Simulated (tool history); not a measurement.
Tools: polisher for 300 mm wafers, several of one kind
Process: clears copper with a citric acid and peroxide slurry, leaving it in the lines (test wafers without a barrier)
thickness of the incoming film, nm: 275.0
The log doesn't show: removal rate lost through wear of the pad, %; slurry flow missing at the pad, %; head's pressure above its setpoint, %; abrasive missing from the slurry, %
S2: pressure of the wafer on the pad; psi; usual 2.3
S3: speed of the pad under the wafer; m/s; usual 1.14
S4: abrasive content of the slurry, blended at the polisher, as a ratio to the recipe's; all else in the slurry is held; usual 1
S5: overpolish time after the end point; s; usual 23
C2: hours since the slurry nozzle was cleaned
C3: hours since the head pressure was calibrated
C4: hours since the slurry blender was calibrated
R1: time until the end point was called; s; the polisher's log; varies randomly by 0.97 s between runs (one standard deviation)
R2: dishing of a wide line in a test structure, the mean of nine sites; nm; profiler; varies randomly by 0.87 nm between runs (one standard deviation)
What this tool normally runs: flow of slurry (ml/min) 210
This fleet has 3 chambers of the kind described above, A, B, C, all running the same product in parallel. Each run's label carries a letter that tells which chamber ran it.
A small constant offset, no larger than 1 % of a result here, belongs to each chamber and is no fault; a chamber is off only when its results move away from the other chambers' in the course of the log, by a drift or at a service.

{"run": "1A", "hour": 8.1, "flow of slurry (ml/min)": 210, "S2": 2.3, "S3": 1.14, "S4": 1, "S5": 23, "wafers polished on this pad": 805, "C2": 69.2, "C3": 227.6, "C4": 49.8, "R1": 120.23, "R2": 37.887}
{"run": "2C", "hour": 20.2, "flow of slurry (ml/min)": 210, "S2": 2.3, "S3": 1.14, "S4": 1, "S5": 23, "wafers polished on this pad": 523, "C2": 750.4, "C3": 87.6, "C4": 238.1, "R1": 118.45, "R2": 38.91}
{"hour": 22.4, "done": "chamber C: slurry nozzle cleaned"}
{"run": "3B", "hour": 31.4, "flow of slurry (ml/min)": 210, "S2": 2.3, "S3": 1.14, "S4": 1, "S5": 23, "wafers polished on this pad": 539, "C2": 311.2, "C3": 319.3, "C4": 114.9, "R1": 121.49, "R2": 36.854}
{"run": "4C", "hour": 38.4, "flow of slurry (ml/min)": 210, "S2": 2.3, "S3": 1.14, "S4": 1, "S5": 23, "wafers polished on this pad": 630, "C2": 16, "C3": 105.8, "C4": 256.3, "R1": 120.86, "R2": 37.63}
{"run": "5B", "hour": 46.2, "flow of slurry (ml/min)": 210, "S2": 2.3, "S3": 1.14, "S4": 1, "S5": 23, "wafers polished on this pad": 626, "C2": 326, "C3": 334.1, "C4": 129.7, "R1": 122.36, "R2": 37.327}
{"run": "6A", "hour": 54.1, "flow of slurry (ml/min)": 210, "S2": 2.3, "S3": 1.14, "S4": 1, "S5": 23, "wafers polished on this pad": 1075, "C2": 115.2, "C3": 273.6, "C4": 95.8, "R1": 119.25, "R2": 36.035}
{"run": "7B", "hour": 61.5, "flow of slurry (ml/min)": 210, "S2": 3.1, "S3": 1.14, "S4": 1, "S5": 23, "wafers polished on this pad": 715, "C2": 341.3, "C3": 349.4, "C4": 145, "R1": 89.432, "R2": 49.245}
{"hour": 62.4, "done": "chamber B: head pressure recalibrated"}
{"run": "8A", "hour": 72.2, "flow of slurry (ml/min)": 210, "S2": 3.1, "S3": 1.14, "S4": 1, "S5": 23, "wafers polished on this pad": 1181, "C2": 133.3, "C3": 291.7, "C4": 113.9, "R1": 90.6, "R2": 46.999}
{"run": "9C", "hour": 79.5, "flow of slurry (ml/min)": 210, "S2": 3.1, "S3": 1.14, "S4": 1, "S5": 23, "wafers polished on this pad": 871, "C2": 57.1, "C3": 146.9, "C4": 297.4, "R1": 89.852, "R2": 48.719}
{"hour": 87.1, "done": "chamber B: worn pad replaced by a new one"}
{"run": "10B", "hour": 87.4, "flow of slurry (ml/min)": 210, "S2": 2.3, "S3": 1.14, "S4": 1, "S5": 23, "wafers polished on this pad": 1, "C2": 367.2, "C3": 25, "C4": 170.9, "R1": 120.11, "R2": 35.354}
{"run": "11A", "hour": 93.5, "flow of slurry (ml/min)": 210, "S2": 2.3, "S3": 1.14, "S4": 1, "S5": 23, "wafers polished on this pad": 1306, "C2": 154.6, "C3": 313, "C4": 135.2, "R1": 121, "R2": 36.315}
{"run": "12C", "hour": 104.9, "flow of slurry (ml/min)": 210, "S2": 2.3, "S3": 1.14, "S4": 1, "S5": 23, "wafers polished on this pad": 1020, "C2": 82.5, "C3": 172.3, "C4": 322.8, "R1": 121.2, "R2": 37.172}
{"hour": 106.2, "done": "chamber C: worn pad replaced by a new one"}
{"run": "13A", "hour": 113.2, "flow of slurry (ml/min)": 210, "S2": 2.3, "S3": 1.14, "S4": 1, "S5": 23, "wafers polished on this pad": 1422, "C2": 174.3, "C3": 332.7, "C4": 154.9, "R1": 119.78, "R2": 36.72}
{"run": "14B", "hour": 120.4, "flow of slurry (ml/min)": 210, "S2": 2.3, "S3": 1.14, "S4": 1, "S5": 23, "wafers polished on this pad": 195, "C2": 400.2, "C3": 58, "C4": 203.9, "R1": 120.49, "R2": 38.169}
{"run": "15C", "hour": 128.0, "flow of slurry (ml/min)": 210, "S2": 2.3, "S3": 0.78, "S4": 1, "S5": 23, "wafers polished on this pad": 127, "C2": 105.6, "C3": 195.4, "C4": 345.9, "R1": 176.51, "R2": 27.634}
{"hour": 131.6, "done": "chamber A: worn pad replaced by a new one"}
{"run": "16C", "hour": 139.6, "flow of slurry (ml/min)": 210, "S2": 2.3, "S3": 0.78, "S4": 1, "S5": 23, "wafers polished on this pad": 195, "C2": 117.2, "C3": 207, "C4": 357.5, "R1": 176.07, "R2": 28.37}
{"hour": 151.2, "done": "chamber A: head pressure recalibrated"}
{"run": "17B", "hour": 151.5, "flow of slurry (ml/min)": 210, "S2": 2.3, "S3": 0.78, "S4": 1, "S5": 23, "wafers polished on this pad": 377, "C2": 431.3, "C3": 89.1, "C4": 235, "R1": 173.32, "R2": 26.322}
{"run": "18A", "hour": 158.5, "flow of slurry (ml/min)": 210, "S2": 2.3, "S3": 1.14, "S4": 1, "S5": 23, "wafers polished on this pad": 157, "C2": 219.6, "C3": 7.3, "C4": 200.2, "R1": 121.34, "R2": 36.32}
{"hour": 164.4, "done": "chamber A: slurry blender recalibrated"}
{"run": "19C", "hour": 166.1, "flow of slurry (ml/min)": 210, "S2": 2.3, "S3": 1.14, "S4": 1, "S5": 23, "wafers polished on this pad": 351, "C2": 143.7, "C3": 233.5, "C4": 384, "R1": 121.87, "R2": 37.602}
{"run": "20A", "hour": 177.2, "flow of slurry (ml/min)": 210, "S2": 1.8, "S3": 0.82, "S4": 1, "S5": 23, "wafers polished on this pad": 267, "C2": 238.3, "C3": 26, "C4": 12.8, "R1": 207.55, "R2": 21.821}
{"run": "21B", "hour": 184.9, "flow of slurry (ml/min)": 210, "S2": 1.8, "S3": 0.82, "S4": 1, "S5": 23, "wafers polished on this pad": 573, "C2": 464.7, "C3": 122.5, "C4": 268.4, "R1": 216.23, "R2": 21.499}
{"run": "22A", "hour": 192.3, "flow of slurry (ml/min)": 210, "S2": 1.8, "S3": 0.82, "S4": 1, "S5": 23, "wafers polished on this pad": 355, "C2": 253.4, "C3": 41.1, "C4": 27.9, "R1": 212.95, "R2": 22.154}
{"hour": 193.8, "done": "chamber C: slurry blender recalibrated"}
{"run": "23C", "hour": 198.3, "flow of slurry (ml/min)": 210, "S2": 2.3, "S3": 1.14, "S4": 1, "S5": 23, "wafers polished on this pad": 539, "C2": 175.9, "C3": 265.7, "C4": 4.6, "R1": 119.86, "R2": 38.23}
{"run": "24B", "hour": 209.5, "flow of slurry (ml/min)": 210, "S2": 2.3, "S3": 1.14, "S4": 1, "S5": 23, "wafers polished on this pad": 717, "C2": 489.3, "C3": 147.1, "C4": 293, "R1": 122.04, "R2": 34.787}
{"run": "25B", "hour": 215.4, "flow of slurry (ml/min)": 210, "S2": 2.3, "S3": 1.14, "S4": 1, "S5": 23, "wafers polished on this pad": 752, "C2": 495.2, "C3": 153, "C4": 298.9, "R1": 126.48, "R2": 34.282}
{"run": "26A", "hour": 224.1, "flow of slurry (ml/min)": 210, "S2": 2.3, "S3": 1.14, "S4": 1, "S5": 23, "wafers polished on this pad": 542, "C2": 285.2, "C3": 72.9, "C4": 59.7, "R1": 121.88, "R2": 38.417}
{"hour": 230.5, "done": "chamber B: worn pad replaced by a new one"}
{"run": "27C", "hour": 235.5, "flow of slurry (ml/min)": 210, "S2": 2.3, "S3": 1.14, "S4": 1, "S5": 23, "wafers polished on this pad": 757, "C2": 213.1, "C3": 302.9, "C4": 41.8, "R1": 119.9, "R2": 37.219}
{"run": "28C", "hour": 247.2, "flow of slurry (ml/min)": 210, "S2": 2.3, "S3": 1.14, "S4": 1, "S5": 23, "wafers polished on this pad": 826, "C2": 224.8, "C3": 314.6, "C4": 53.5, "R1": 121.65, "R2": 39.351}
{"run": "29B", "hour": 255.5, "flow of slurry (ml/min)": 210, "S2": 2.3, "S3": 0.9, "S4": 1, "S5": 35, "wafers polished on this pad": 146, "C2": 535.3, "C3": 193.1, "C4": 339, "R1": 158.92, "R2": 41.58}
{"run": "30A", "hour": 263.9, "flow of slurry (ml/min)": 210, "S2": 2.3, "S3": 0.9, "S4": 1, "S5": 35, "wafers polished on this pad": 775, "C2": 325, "C3": 112.7, "C4": 99.5, "R1": 152.11, "R2": 44.351}
{"hour": 272.6, "done": "chamber C: worn pad replaced by a new one"}
{"run": "31B", "hour": 274.6, "flow of slurry (ml/min)": 210, "S2": 2.3, "S3": 0.9, "S4": 1, "S5": 35, "wafers polished on this pad": 258, "C2": 554.4, "C3": 212.2, "C4": 358.1, "R1": 158.79, "R2": 41.357}
{"run": "32C", "hour": 282.4, "flow of slurry (ml/min)": 210, "S2": 2.3, "S3": 1.14, "S4": 1, "S5": 23, "wafers polished on this pad": 57, "C2": 260, "C3": 349.8, "C4": 88.7, "R1": 120.31, "R2": 38.927}
{"run": "33A", "hour": 289.3, "flow of slurry (ml/min)": 210, "S2": 2.3, "S3": 1.14, "S4": 1, "S5": 23, "wafers polished on this pad": 924, "C2": 350.4, "C3": 138.1, "C4": 124.9, "R1": 121.25, "R2": 37.266}
{"hour": 290.0, "done": "chamber B: slurry blender recalibrated"}
{"run": "34C", "hour": 298.3, "flow of slurry (ml/min)": 210, "S2": 2.3, "S3": 1.14, "S4": 1, "S5": 23, "wafers polished on this pad": 150, "C2": 275.9, "C3": 365.7, "C4": 104.6, "R1": 119.78, "R2": 36.706}
{"run": "35A", "hour": 307.2, "flow of slurry (ml/min)": 210, "S2": 2.3, "S3": 1.14, "S4": 1, "S5": 23, "wafers polished on this pad": 1029, "C2": 368.3, "C3": 156, "C4": 142.8, "R1": 120.83, "R2": 37.089}
{"run": "36B", "hour": 317.6, "flow of slurry (ml/min)": 270, "S2": 2.3, "S3": 1.14, "S4": 1, "S5": 23, "wafers polished on this pad": 510, "C2": 597.4, "C3": 255.2, "C4": 27.7, "R1": 124.42, "R2": 35.69}
{"run": "37C", "hour": 323.8, "flow of slurry (ml/min)": 270, "S2": 2.3, "S3": 1.14, "S4": 1, "S5": 23, "wafers polished on this pad": 300, "C2": 301.4, "C3": 391.2, "C4": 130.1, "R1": 117.27, "R2": 36.584}
{"hour": 329.5, "done": "chamber A: worn pad replaced by a new one"}
{"run": "38A", "hour": 331.4, "flow of slurry (ml/min)": 270, "S2": 2.3, "S3": 1.14, "S4": 1, "S5": 23, "wafers polished on this pad": 11, "C2": 392.5, "C3": 180.2, "C4": 167, "R1": 118.4, "R2": 36.273}

The same settings go to every chamber for the next run, one line per chamber below. Forecast the results for each:
{"run": "39A", "hour": 340.0, "flow of slurry (ml/min)": 210, "S2": 2.9, "S3": 1.14, "S4": 1, "S5": 23, "R1": "?", "R2": "?"}
{"run": "39B", "hour": 340.0, "flow of slurry (ml/min)": 210, "S2": 2.9, "S3": 1.14, "S4": 1, "S5": 23, "R1": "?", "R2": "?"}
{"run": "39C", "hour": 340.0, "flow of slurry (ml/min)": 210, "S2": 2.9, "S3": 1.14, "S4": 1, "S5": 23, "R1": "?", "R2": "?"}

run=39A R1=97.91 R2=45.433
run=39B R1=105.96 R2=42.502
run=39C R1=95.928 R2=45.737
